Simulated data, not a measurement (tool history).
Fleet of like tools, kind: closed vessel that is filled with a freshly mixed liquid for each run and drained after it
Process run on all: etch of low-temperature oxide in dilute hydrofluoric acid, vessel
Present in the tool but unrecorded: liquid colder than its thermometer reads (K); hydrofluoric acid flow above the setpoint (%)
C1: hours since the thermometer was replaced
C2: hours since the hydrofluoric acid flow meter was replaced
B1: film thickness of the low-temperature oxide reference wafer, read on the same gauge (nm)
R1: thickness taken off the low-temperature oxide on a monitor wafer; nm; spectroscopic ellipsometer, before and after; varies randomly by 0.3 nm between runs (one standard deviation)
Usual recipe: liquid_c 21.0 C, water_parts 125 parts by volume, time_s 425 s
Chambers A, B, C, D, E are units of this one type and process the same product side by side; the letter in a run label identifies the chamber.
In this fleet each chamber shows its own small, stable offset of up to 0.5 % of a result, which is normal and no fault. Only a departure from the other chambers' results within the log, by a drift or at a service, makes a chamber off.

{"run": "1A", "hour": 16.1, "liquid_c": 21.0, "water_parts": 125, "time_s": 425, "C1": 1490.3, "C2": 462.4, "B1": 150.01, "R1": 39.407}
{"run": "2C", "hour": 30.1, "liquid_c": 21.0, "water_parts": 125, "time_s": 425, "C1": 1711.4, "C2": 575.6, "B1": 150.01, "R1": 39.283}
{"run": "3D", "hour": 39.7, "liquid_c": 21.0, "water_parts": 125, "time_s": 425, "C1": 212.4, "C2": 1121.2, "B1": 149.99, "R1": 39.018}
{"run": "4B", "hour": 48.0, "liquid_c": 21.0, "water_parts": 125, "time_s": 425, "C1": 388.2, "C2": 592.7, "B1": 149.97, "R1": 39.098}
{"run": "5E", "hour": 56.5, "liquid_c": 21.0, "water_parts": 125, "time_s": 425, "C1": 482.3, "C2": 838.1, "B1": 149.99, "R1": 39.575}
{"run": "6C", "hour": 66.6, "liquid_c": 21.0, "water_parts": 125, "time_s": 425, "C1": 1747.9, "C2": 612.1, "B1": 149.99, "R1": 39.163}
{"run": "7A", "hour": 79.7, "liquid_c": 21.0, "water_parts": 125, "time_s": 425, "C1": 1553.9, "C2": 526.0, "B1": 150.01, "R1": 39.138}
{"run": "8E", "hour": 95.1, "liquid_c": 21.0, "water_parts": 125, "time_s": 425, "C1": 520.9, "C2": 876.7, "B1": 149.98, "R1": 39.635}
{"run": "9D", "hour": 110.1, "liquid_c": 21.0, "water_parts": 125, "time_s": 425, "C1": 282.8, "C2": 1191.6, "B1": 150.0, "R1": 39.036}
{"hour": 117.5, "done": "chamber D: hydrofluoric acid flow meter replaced"}
{"run": "10B", "hour": 120.8, "liquid_c": 21.0, "water_parts": 125, "time_s": 425, "C1": 461.0, "C2": 665.5, "B1": 149.97, "R1": 39.045}
{"run": "11D", "hour": 132.2, "liquid_c": 21.0, "water_parts": 125, "time_s": 425, "C1": 304.9, "C2": 14.7, "B1": 149.98, "R1": 38.835}
{"run": "12A", "hour": 148.3, "liquid_c": 19.5, "water_parts": 125, "time_s": 595, "C1": 1622.5, "C2": 594.6, "B1": 150.0, "R1": 51.653}
{"run": "13B", "hour": 156.0, "liquid_c": 19.5, "water_parts": 125, "time_s": 595, "C1": 496.2, "C2": 700.7, "B1": 150.0, "R1": 51.893}
{"run": "14C", "hour": 171.2, "liquid_c": 19.5, "water_parts": 125, "time_s": 595, "C1": 1852.5, "C2": 716.7, "B1": 150.0, "R1": 51.632}
{"run": "15E", "hour": 183.9, "liquid_c": 19.5, "water_parts": 125, "time_s": 595, "C1": 609.7, "C2": 965.5, "B1": 149.98, "R1": 51.643}
{"run": "16D", "hour": 195.1, "liquid_c": 19.5, "water_parts": 125, "time_s": 595, "C1": 367.8, "C2": 77.6, "B1": 149.98, "R1": 51.555}
{"run": "17C", "hour": 204.3, "liquid_c": 21.0, "water_parts": 125, "time_s": 425, "C1": 1885.6, "C2": 749.8, "B1": 149.98, "R1": 38.913}
{"run": "18E", "hour": 213.3, "liquid_c": 21.0, "water_parts": 125, "time_s": 425, "C1": 639.1, "C2": 994.9, "B1": 150.0, "R1": 38.848}
{"run": "19A", "hour": 220.9, "liquid_c": 21.0, "water_parts": 125, "time_s": 425, "C1": 1695.1, "C2": 667.2, "B1": 149.98, "R1": 38.8}
{"hour": 229.3, "done": "chamber E: thermometer replaced"}
{"run": "20B", "hour": 235.4, "liquid_c": 21.0, "water_parts": 125, "time_s": 425, "C1": 575.6, "C2": 780.1, "B1": 150.01, "R1": 40.212}
{"run": "21E", "hour": 248.7, "liquid_c": 21.0, "water_parts": 125, "time_s": 425, "C1": 19.4, "C2": 1030.3, "B1": 150.02, "R1": 39.726}
{"run": "22B", "hour": 262.4, "liquid_c": 21.0, "water_parts": 125, "time_s": 425, "C1": 602.6, "C2": 807.1, "B1": 150.01, "R1": 41.174}
{"run": "23C", "hour": 272.7, "liquid_c": 21.0, "water_parts": 125, "time_s": 425, "C1": 1954.0, "C2": 818.2, "B1": 150.0, "R1": 39.041}
{"run": "24A", "hour": 284.9, "liquid_c": 21.0, "water_parts": 125, "time_s": 425, "C1": 1759.1, "C2": 731.2, "B1": 149.99, "R1": 40.067}
{"run": "25D", "hour": 299.8, "liquid_c": 21.0, "water_parts": 125, "time_s": 425, "C1": 472.5, "C2": 182.3, "B1": 150.03, "R1": 38.677}
{"run": "26A", "hour": 313.9, "liquid_c": 21.0, "water_parts": 125, "time_s": 425, "C1": 1788.1, "C2": 760.2, "B1": 150.01, "R1": 38.833}
{"run": "27E", "hour": 323.3, "liquid_c": 21.0, "water_parts": 125, "time_s": 425, "C1": 94.0, "C2": 1104.9, "B1": 150.0, "R1": 39.51}
{"run": "28D", "hour": 339.5, "liquid_c": 21.0, "water_parts": 125, "time_s": 425, "C1": 512.2, "C2": 222.0, "B1": 150.02, "R1": 39.479}
{"hour": 341.0, "done": "chamber C: hydrofluoric acid flow meter replaced"}
{"run": "29B", "hour": 349.1, "liquid_c": 21.0, "water_parts": 125, "time_s": 425, "C1": 689.3, "C2": 893.8, "B1": 150.0, "R1": 42.11}
{"run": "30C", "hour": 356.7, "liquid_c": 21.0, "water_parts": 125, "time_s": 425, "C1": 2038.0, "C2": 15.7, "B1": 150.01, "R1": 38.9}
{"run": "31C", "hour": 364.3, "liquid_c": 21.0, "water_parts": 100, "time_s": 640, "C1": 2045.6, "C2": 23.3, "B1": 150.0, "R1": 76.339}
{"run": "32D", "hour": 374.2, "liquid_c": 21.0, "water_parts": 100, "time_s": 640, "C1": 546.9, "C2": 256.7, "B1": 150.01, "R1": 76.39}
{"run": "33A", "hour": 386.2, "liquid_c": 21.0, "water_parts": 100, "time_s": 640, "C1": 1860.4, "C2": 832.5, "B1": 149.98, "R1": 75.852}

One chamber off, gauge drift, or nothing amiss beyond the chambers' own small offsets? If it is a chamber, which one, and what is the likeliest cause?

One chamber, B, drifts off from the rest bit by bit.
Cause: hydrofluoric acid flow above the setpoint (%) = 8.45.
With only this log, it may be confused with: liquid hotter than its thermometer reads (K).

Chamber B could run next with any of the 4 candidate recipes listed below; each alters the usual settings, and their results appear as question marks. Which one brings its results back in line with what the other chambers deliver on the usual settings?
A result is in line if it is within this distance of the other chambers' mean on the usual settings: R1 1.000 nm
{"run": "34B-1", "hour": 398.0, "liquid_c": 19.0, "water_parts": 125, "time_s": 425, "R1": "?"}
{"run": "34B-2", "hour": 398.0, "liquid_c": 21.0, "water_parts": 120, "time_s": 445, "R1": "?"}
{"run": "34B-3", "hour": 398.0, "liquid_c": 21.0, "water_parts": 125, "time_s": 415, "R1": "?"}
{"run": "34B-4", "hour": 398.0, "liquid_c": 21.0, "water_parts": 125, "time_s": 440, "R1": "?"}

Mean of the other chambers on the usual settings: R1 39.137 nm
run=34B-1 R1=39.398
run=34B-2 R1=46.834
run=34B-3 R1=41.714
run=34B-4 R1=44.227
34B-1 puts the chamber back in line with the other chambers.
